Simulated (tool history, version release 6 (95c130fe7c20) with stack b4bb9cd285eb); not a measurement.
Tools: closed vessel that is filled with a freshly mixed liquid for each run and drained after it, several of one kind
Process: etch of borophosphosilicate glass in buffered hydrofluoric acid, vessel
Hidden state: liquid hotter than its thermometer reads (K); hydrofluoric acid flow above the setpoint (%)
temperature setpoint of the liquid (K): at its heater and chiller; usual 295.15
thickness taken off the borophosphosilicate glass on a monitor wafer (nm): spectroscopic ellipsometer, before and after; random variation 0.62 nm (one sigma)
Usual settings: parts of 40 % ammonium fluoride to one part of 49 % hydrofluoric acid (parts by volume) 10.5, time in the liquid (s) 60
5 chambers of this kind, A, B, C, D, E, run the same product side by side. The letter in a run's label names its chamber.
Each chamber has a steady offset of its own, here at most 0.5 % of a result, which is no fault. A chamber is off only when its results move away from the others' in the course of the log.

run,hour,temperature setpoint of the liquid (K),parts of 40 % ammonium fluoride to one part of 49 % hydrofluoric acid (parts by volume),time in the liquid (s),hours since the thermometer was replaced,hours since the hydrofluoric acid flow meter was replaced,"read-back film thickness of the borophosphosilicate glass reference wafer, read on the same gauge (nm)",thickness taken off the borophosphosilicate glass on a monitor wafer (nm)
1E,9.1,295.15,10.5,60,510.7,1175.5,40.006,104.540
2A,17.2,295.15,10.5,60,816.9,542.6,39.966,104.630
3B,29.8,295.15,10.5,60,35.1,1091.3,39.947,105.710
4D,38.6,295.15,10.5,60,1708.4,1550.9,40.008,103.420
5C,49.0,295.15,10.5,60,658.0,438.5,40.001,104.230
6A,58.4,295.15,10.5,60,858.1,583.8,39.997,105.090
7B,65.5,295.15,10.5,60,70.8,1127.0,40.004,105.550
8E,77.2,290.65,6.5,60,578.8,1243.6,39.985,128.510
# hour 85.3: chamber C: thermometer replaced
9C,89.5,290.65,6.5,60,4.3,479.0,39.985,130.590
10D,101.6,290.65,6.5,60,1771.4,1613.9,40.027,128.370
11C,113.5,290.65,6.5,60,28.3,503.0,39.988,127.560
12D,120.5,290.65,6.5,60,1790.3,1632.8,39.953,129.850
13E,131.5,295.15,10.5,60,633.1,1297.9,40.003,105.290
# hour 135.7: chamber A: hydrofluoric acid flow meter replaced
14B,143.1,295.15,10.5,60,148.4,1204.6,39.979,104.690
15A,152.8,295.15,10.5,60,952.5,17.2,40.061,104.370
# hour 161.4: chamber D: hydrofluoric acid flow meter replaced
16C,164.8,295.15,10.5,75,79.6,554.3,40.006,130.420
17A,173.9,295.15,10.5,75,973.6,38.3,39.976,131.710
# hour 175.6: chamber B: hydrofluoric acid flow meter replaced
# hour 182.2: chamber D: thermometer replaced
18D,182.2,295.15,10.5,75,0.1,20.9,40.010,131.040
19E,188.9,295.15,10.5,75,690.5,1355.3,39.981,130.020
20B,197.4,295.15,10.5,75,202.7,21.8,39.996,131.210
21B,206.4,295.15,10.5,60,211.7,30.8,39.966,105.100
22E,215.7,295.15,10.5,60,717.3,1382.1,40.007,103.710
23C,224.8,295.15,10.5,60,139.6,614.3,40.015,105.830
24D,231.5,295.15,10.5,60,49.4,70.2,39.983,103.660
25A,238.0,295.15,10.5,60,1037.7,102.4,39.980,105.590
26B,247.2,298.65,10.5,60,252.5,71.6,39.988,126.800
# hour 248.0: chamber E: hydrofluoric acid flow meter replaced
27E,255.6,298.65,10.5,60,757.2,7.7,39.981,126.890
28D,267.0,298.65,10.5,60,84.9,105.7,40.012,125.480
29C,277.3,298.65,10.5,60,192.1,666.8,39.961,127.200
30A,283.8,298.65,10.5,60,1083.5,148.2,40.013,124.640
31A,294.9,295.15,10.5,60,1094.6,159.3,40.004,105.640
32D,305.4,295.15,10.5,60,123.3,144.1,39.997,104.950
33C,313.9,295.15,10.5,60,228.7,703.4,40.014,104.630
34E,319.9,295.15,10.5,60,821.5,72.0,39.965,105.390

What goes on in this fleet: one chamber off, a drifting gauge, or nothing beyond the chambers' own small offsets? Name the chamber and the cause, if any.

No chamber stands off beyond its own small offset, and the gauge holds steady.

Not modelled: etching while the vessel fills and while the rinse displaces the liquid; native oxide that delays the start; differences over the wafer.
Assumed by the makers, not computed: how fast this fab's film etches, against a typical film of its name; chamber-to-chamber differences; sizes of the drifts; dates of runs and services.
